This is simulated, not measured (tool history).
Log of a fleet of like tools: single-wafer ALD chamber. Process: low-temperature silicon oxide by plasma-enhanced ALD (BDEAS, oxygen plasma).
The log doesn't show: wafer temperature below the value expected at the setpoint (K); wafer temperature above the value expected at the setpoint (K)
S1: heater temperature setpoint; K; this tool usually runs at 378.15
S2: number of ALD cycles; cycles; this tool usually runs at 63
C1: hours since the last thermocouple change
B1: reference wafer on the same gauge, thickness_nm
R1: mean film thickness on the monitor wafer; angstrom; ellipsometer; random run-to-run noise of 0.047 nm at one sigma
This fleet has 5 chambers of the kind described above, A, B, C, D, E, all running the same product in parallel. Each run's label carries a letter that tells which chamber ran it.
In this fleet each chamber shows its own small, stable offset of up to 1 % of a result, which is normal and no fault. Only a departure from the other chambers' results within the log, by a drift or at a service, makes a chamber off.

run	hour	S1	S2	C1	B1	R1
1A	8	378.15	63	769.4	9.4944	89.322
2B	15.6	378.15	63	2144.4	9.4817	90.907
3D	24.7	378.15	63	1137.2	9.4843	89.467
4E	34.6	378.15	63	594.2	9.4798	88.574
5C	42.2	378.15	63	904	9.4706	89.486
6A	53	378.15	63	814.4	9.4915	88.597
7B	62.3	378.15	63	2191.1	9.4773	90.196
8E	70.4	378.15	63	630	9.4659	89.356
9D	77.5	366.15	51	1190	9.4846	74.602
10C	82.9	366.15	51	944.7	9.4827	74.882
11A	92.4	366.15	51	853.8	9.4902	75.486
12D	98.4	366.15	51	1210.9	9.4786	74.745
13E	103.3	366.15	51	662.9	9.4773	75.084
14C	111.1	378.15	63	972.9	9.474	89.189
15B	116.9	368.15	63	2245.7	9.4846	92.891
16B	122.9	368.15	63	2251.7	9.4759	92.875
17E	128.3	368.15	63	687.9	9.4674	90.768
18A	136.8	368.15	63	898.2	9.4663	91.212
19C	145.5	368.15	63	1007.3	9.4699	92.601
20D	150.5	378.15	63	1263	9.4718	88.857
21C	160.4	378.15	63	1022.2	9.4728	88.781
22E	170.4	378.15	63	730	9.4789	88.844
23A	175.1	378.15	68	936.5	9.4844	96.433
24B	184.7	378.15	68	2313.5	9.4813	97.824
25D	190.5	378.15	68	1303	9.4781	96.554
26C	196.7	378.15	68	1058.5	9.4807	97.452
27D	203.1	378.15	68	1315.6	9.475	96.259
28A	210.3	378.15	63	971.7	9.4793	88.895
29B	216.5	378.15	63	2345.3	9.4756	89.983
30E	222.5	378.15	63	782.1	9.4802	89.265
31B	232.7	378.15	53	2361.5	9.4877	75.868
32D	240.1	378.15	53	1352.6	9.4746	75.091
33C	248.2	378.15	53	1110	9.4965	74.682
34A	256.8	378.15	53	1018.2	9.4793	75.324
35E	261.5	378.15	53	821.1	9.4962	75.356
36E	267.7	378.15	63	827.3	9.4749	88.952
37C	276.7	389.15	59	1138.5	9.4772	82.697
38B	283.5	389.15	59	2412.3	9.4851	82.459
39A	288.4	389.15	59	1049.8	9.4854	80.732
40D	297.5	389.15	59	1410	9.4753	82.001
41A	302.7	389.15	59	1064.1	9.4819	81.152
42E	313.3	378.15	63	872.9	9.4897	88.436
43B	318.2	378.15	63	2447	9.4829	90.158

Decide between three cases: one chamber stands off from its peers, the gauge reading all wafers drifts, or nothing is wrong past each chamber's small offset. Where a chamber is off, say which and what most likely put it there.

No chamber stands off beyond its own small offset, and the gauge holds steady.
